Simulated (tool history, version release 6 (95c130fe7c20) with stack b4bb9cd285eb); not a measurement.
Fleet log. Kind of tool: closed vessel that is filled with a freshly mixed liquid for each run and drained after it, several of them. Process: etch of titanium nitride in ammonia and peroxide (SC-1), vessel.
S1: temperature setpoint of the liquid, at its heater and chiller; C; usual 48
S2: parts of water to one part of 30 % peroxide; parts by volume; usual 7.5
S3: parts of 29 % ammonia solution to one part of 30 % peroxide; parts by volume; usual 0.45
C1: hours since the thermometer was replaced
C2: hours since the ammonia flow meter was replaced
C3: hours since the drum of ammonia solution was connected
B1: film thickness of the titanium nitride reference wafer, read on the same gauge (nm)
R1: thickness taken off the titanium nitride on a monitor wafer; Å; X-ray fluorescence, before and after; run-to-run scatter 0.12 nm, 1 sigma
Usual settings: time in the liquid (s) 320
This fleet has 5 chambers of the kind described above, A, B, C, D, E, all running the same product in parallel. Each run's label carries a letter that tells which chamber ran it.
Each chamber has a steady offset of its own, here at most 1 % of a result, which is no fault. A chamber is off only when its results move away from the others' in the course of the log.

{"day": 0.158, "done": "chamber D: new drum of ammonia solution connected"}
{"run": "1D", "day": 0.438, "S1": 48, "S2": 7.5, "S3": 0.45, "time in the liquid (s)": 320, "C1": 230.6, "C2": 825.0, "C3": 6.8, "B1": 59.997, "R1": 160.47}
{"run": "2C", "day": 0.804, "S1": 48, "S2": 7.5, "S3": 0.45, "time in the liquid (s)": 320, "C1": 1983.3, "C2": 1025.8, "C3": 87.4, "B1": 59.994, "R1": 159.39}
{"run": "3E", "day": 1.083, "S1": 48, "S2": 7.5, "S3": 0.45, "time in the liquid (s)": 320, "C1": 808.5, "C2": 715.4, "C3": 342.2, "B1": 59.984, "R1": 159.57}
{"run": "4B", "day": 1.529, "S1": 48, "S2": 7.5, "S3": 0.45, "time in the liquid (s)": 320, "C1": 1268.1, "C2": 1887.7, "C3": 103.7, "B1": 60.014, "R1": 157.39}
{"run": "5A", "day": 1.904, "S1": 48, "S2": 7.5, "S3": 0.45, "time in the liquid (s)": 320, "C1": 1654.3, "C2": 127.7, "C3": 411.6, "B1": 59.995, "R1": 159.86}
{"run": "6B", "day": 2.196, "S1": 48, "S2": 7.5, "S3": 0.45, "time in the liquid (s)": 320, "C1": 1284.1, "C2": 1903.7, "C3": 119.7, "B1": 59.987, "R1": 159.33}
{"run": "7D", "day": 2.45, "S1": 48, "S2": 7.5, "S3": 0.45, "time in the liquid (s)": 320, "C1": 278.9, "C2": 873.3, "C3": 55.1, "B1": 60.012, "R1": 160.04}
{"day": 2.492, "done": "chamber A: new drum of ammonia solution connected"}
{"run": "8C", "day": 2.742, "S1": 48, "S2": 7.5, "S3": 0.45, "time in the liquid (s)": 320, "C1": 2029.8, "C2": 1072.3, "C3": 133.9, "B1": 59.994, "R1": 157.07}
{"run": "9E", "day": 3.05, "S1": 48, "S2": 7.5, "S3": 0.35, "time in the liquid (s)": 320, "C1": 855.7, "C2": 762.6, "C3": 389.4, "B1": 59.999, "R1": 148.48}
{"run": "10A", "day": 3.325, "S1": 48, "S2": 7.5, "S3": 0.35, "time in the liquid (s)": 320, "C1": 1688.4, "C2": 161.8, "C3": 20.1, "B1": 60.026, "R1": 152.96}
{"run": "11A", "day": 3.875, "S1": 48, "S2": 7.5, "S3": 0.35, "time in the liquid (s)": 320, "C1": 1701.6, "C2": 175.0, "C3": 33.3, "B1": 59.984, "R1": 150.96}
{"run": "12C", "day": 4.229, "S1": 48, "S2": 7.5, "S3": 0.35, "time in the liquid (s)": 320, "C1": 2065.5, "C2": 1108.0, "C3": 169.6, "B1": 60.013, "R1": 152.86}
{"run": "13D", "day": 4.6, "S1": 48, "S2": 7.5, "S3": 0.35, "time in the liquid (s)": 320, "C1": 330.5, "C2": 924.9, "C3": 106.7, "B1": 59.99, "R1": 152.96}
{"day": 4.629, "done": "chamber B: ammonia flow meter replaced"}
{"run": "14B", "day": 4.883, "S1": 48, "S2": 7.5, "S3": 0.45, "time in the liquid (s)": 320, "C1": 1348.6, "C2": 6.2, "C3": 184.2, "B1": 60.007, "R1": 157.48}
{"run": "15E", "day": 5.467, "S1": 48, "S2": 7.5, "S3": 0.45, "time in the liquid (s)": 320, "C1": 913.7, "C2": 820.6, "C3": 447.4, "B1": 59.997, "R1": 156.39}
{"run": "16E", "day": 5.754, "S1": 48, "S2": 7.5, "S3": 0.45, "time in the liquid (s)": 320, "C1": 920.6, "C2": 827.5, "C3": 454.3, "B1": 59.969, "R1": 154.83}
{"run": "17C", "day": 6.321, "S1": 48, "S2": 7.5, "S3": 0.45, "time in the liquid (s)": 320, "C1": 2115.7, "C2": 1158.2, "C3": 219.8, "B1": 60.023, "R1": 156.19}
{"run": "18D", "day": 6.721, "S1": 48, "S2": 7.5, "S3": 0.45, "time in the liquid (s)": 320, "C1": 381.4, "C2": 975.8, "C3": 157.6, "B1": 59.975, "R1": 162.15}
{"run": "19A", "day": 6.971, "S1": 48, "S2": 5.0, "S3": 0.45, "time in the liquid (s)": 320, "C1": 1775.9, "C2": 249.3, "C3": 107.6, "B1": 60.001, "R1": 193.11}
{"run": "20B", "day": 7.258, "S1": 48, "S2": 5.0, "S3": 0.45, "time in the liquid (s)": 320, "C1": 1405.6, "C2": 63.2, "C3": 241.2, "B1": 60.012, "R1": 190.13}
{"run": "21C", "day": 7.679, "S1": 48, "S2": 5.0, "S3": 0.45, "time in the liquid (s)": 320, "C1": 2148.3, "C2": 1190.8, "C3": 252.4, "B1": 59.988, "R1": 192.43}
{"run": "22E", "day": 8.217, "S1": 48, "S2": 5.0, "S3": 0.45, "time in the liquid (s)": 320, "C1": 979.7, "C2": 886.6, "C3": 513.4, "B1": 59.996, "R1": 186.67}
{"run": "23B", "day": 8.612, "S1": 48, "S2": 5.0, "S3": 0.45, "time in the liquid (s)": 320, "C1": 1438.1, "C2": 95.7, "C3": 273.7, "B1": 60.006, "R1": 189.01}
{"run": "24A", "day": 8.871, "S1": 48, "S2": 6.0, "S3": 0.45, "time in the liquid (s)": 230, "C1": 1821.5, "C2": 294.9, "C3": 153.2, "B1": 60.018, "R1": 127.93}
{"run": "25D", "day": 9.283, "S1": 48, "S2": 6.0, "S3": 0.45, "time in the liquid (s)": 230, "C1": 442.9, "C2": 1037.3, "C3": 219.1, "B1": 59.986, "R1": 127.34}
{"run": "26A", "day": 9.842, "S1": 48, "S2": 6.0, "S3": 0.45, "time in the liquid (s)": 230, "C1": 1844.8, "C2": 318.2, "C3": 176.5, "B1": 60.014, "R1": 126.21}
{"run": "27B", "day": 10.233, "S1": 48, "S2": 6.0, "S3": 0.45, "time in the liquid (s)": 230, "C1": 1477.0, "C2": 134.6, "C3": 312.6, "B1": 60.008, "R1": 125.82}
{"run": "28E", "day": 10.738, "S1": 48, "S2": 6.0, "S3": 0.45, "time in the liquid (s)": 230, "C1": 1040.2, "C2": 947.1, "C3": 573.9, "B1": 60.004, "R1": 120.73}
{"run": "29C", "day": 11.042, "S1": 48, "S2": 7.5, "S3": 0.45, "time in the liquid (s)": 320, "C1": 2229.0, "C2": 1271.5, "C3": 333.1, "B1": 59.987, "R1": 157.82}
{"run": "30D", "day": 11.529, "S1": 48, "S2": 7.5, "S3": 0.45, "time in the liquid (s)": 320, "C1": 496.8, "C2": 1091.2, "C3": 273.0, "B1": 59.972, "R1": 159.87}
{"run": "31D", "day": 12.017, "S1": 48, "S2": 7.5, "S3": 0.45, "time in the liquid (s)": 320, "C1": 508.5, "C2": 1102.9, "C3": 284.7, "B1": 60.015, "R1": 159.48}
{"run": "32A", "day": 12.383, "S1": 48, "S2": 7.5, "S3": 0.45, "time in the liquid (s)": 320, "C1": 1905.8, "C2": 379.2, "C3": 237.5, "B1": 60.022, "R1": 156.95}
{"day": 12.638, "done": "chamber C: new drum of ammonia solution connected"}
{"run": "33C", "day": 12.858, "S1": 48, "S2": 7.5, "S3": 0.45, "time in the liquid (s)": 320, "C1": 2272.6, "C2": 1315.1, "C3": 5.4, "B1": 59.976, "R1": 158.29}
{"run": "34B", "day": 13.308, "S1": 48, "S2": 7.5, "S3": 0.45, "time in the liquid (s)": 320, "C1": 1550.8, "C2": 208.4, "C3": 386.4, "B1": 59.961, "R1": 156.05}
{"run": "35E", "day": 13.638, "S1": 48, "S2": 7.5, "S3": 0.45, "time in the liquid (s)": 320, "C1": 1109.8, "C2": 1016.7, "C3": 643.5, "B1": 60.028, "R1": 149.77}
{"run": "36A", "day": 13.975, "S1": 48, "S2": 7.5, "S3": 0.45, "time in the liquid (s)": 320, "C1": 1944.0, "C2": 417.4, "C3": 275.7, "B1": 60.015, "R1": 158.92}
{"run": "37B", "day": 14.283, "S1": 48, "S2": 7.5, "S3": 0.45, "time in the liquid (s)": 320, "C1": 1574.2, "C2": 231.8, "C3": 409.8, "B1": 60.015, "R1": 158.21}

Decide between three cases: one chamber stands off from its peers, the gauge reading all wafers drifts, or nothing is wrong past each chamber's small offset. Where a chamber is off, say which and what most likely put it there.

Little by little, chamber E moves away from the other chambers.
What lies behind it: liquid colder than its thermometer reads (K) = 0.927.

Chamber E could run next with any of the 4 candidate recipes listed below; each alters the usual settings, and their results appear as question marks. Which one brings its results back in line with what the other chambers deliver on the usual settings?
In-line tolerance around the mean of the other chambers on the usual settings: R1 4.30 Å
{"run": "38E-1", "day": 14.7, "S1": 49.0, "S2": 7.5, "S3": 0.45, "time in the liquid (s)": 335, "R1": "?"}
{"run": "38E-2", "day": 14.7, "S1": 49.0, "S2": 7.5, "S3": 0.45, "time in the liquid (s)": 320, "R1": "?"}
{"run": "38E-3", "day": 14.7, "S1": 47.5, "S2": 7.5, "S3": 0.45, "time in the liquid (s)": 310, "R1": "?"}
{"run": "38E-4", "day": 14.7, "S1": 47.0, "S2": 7.5, "S3": 0.45, "time in the liquid (s)": 305, "R1": "?"}

On the usual settings, the other chambers give on average: R1 158.59 Å
run=38E-1 R1=166.20
run=38E-2 R1=158.76
run=38E-3 R1=138.49
run=38E-4 R1=131.58
The right change is 38E-2: it brings the chamber back within the allowed miss of the others.

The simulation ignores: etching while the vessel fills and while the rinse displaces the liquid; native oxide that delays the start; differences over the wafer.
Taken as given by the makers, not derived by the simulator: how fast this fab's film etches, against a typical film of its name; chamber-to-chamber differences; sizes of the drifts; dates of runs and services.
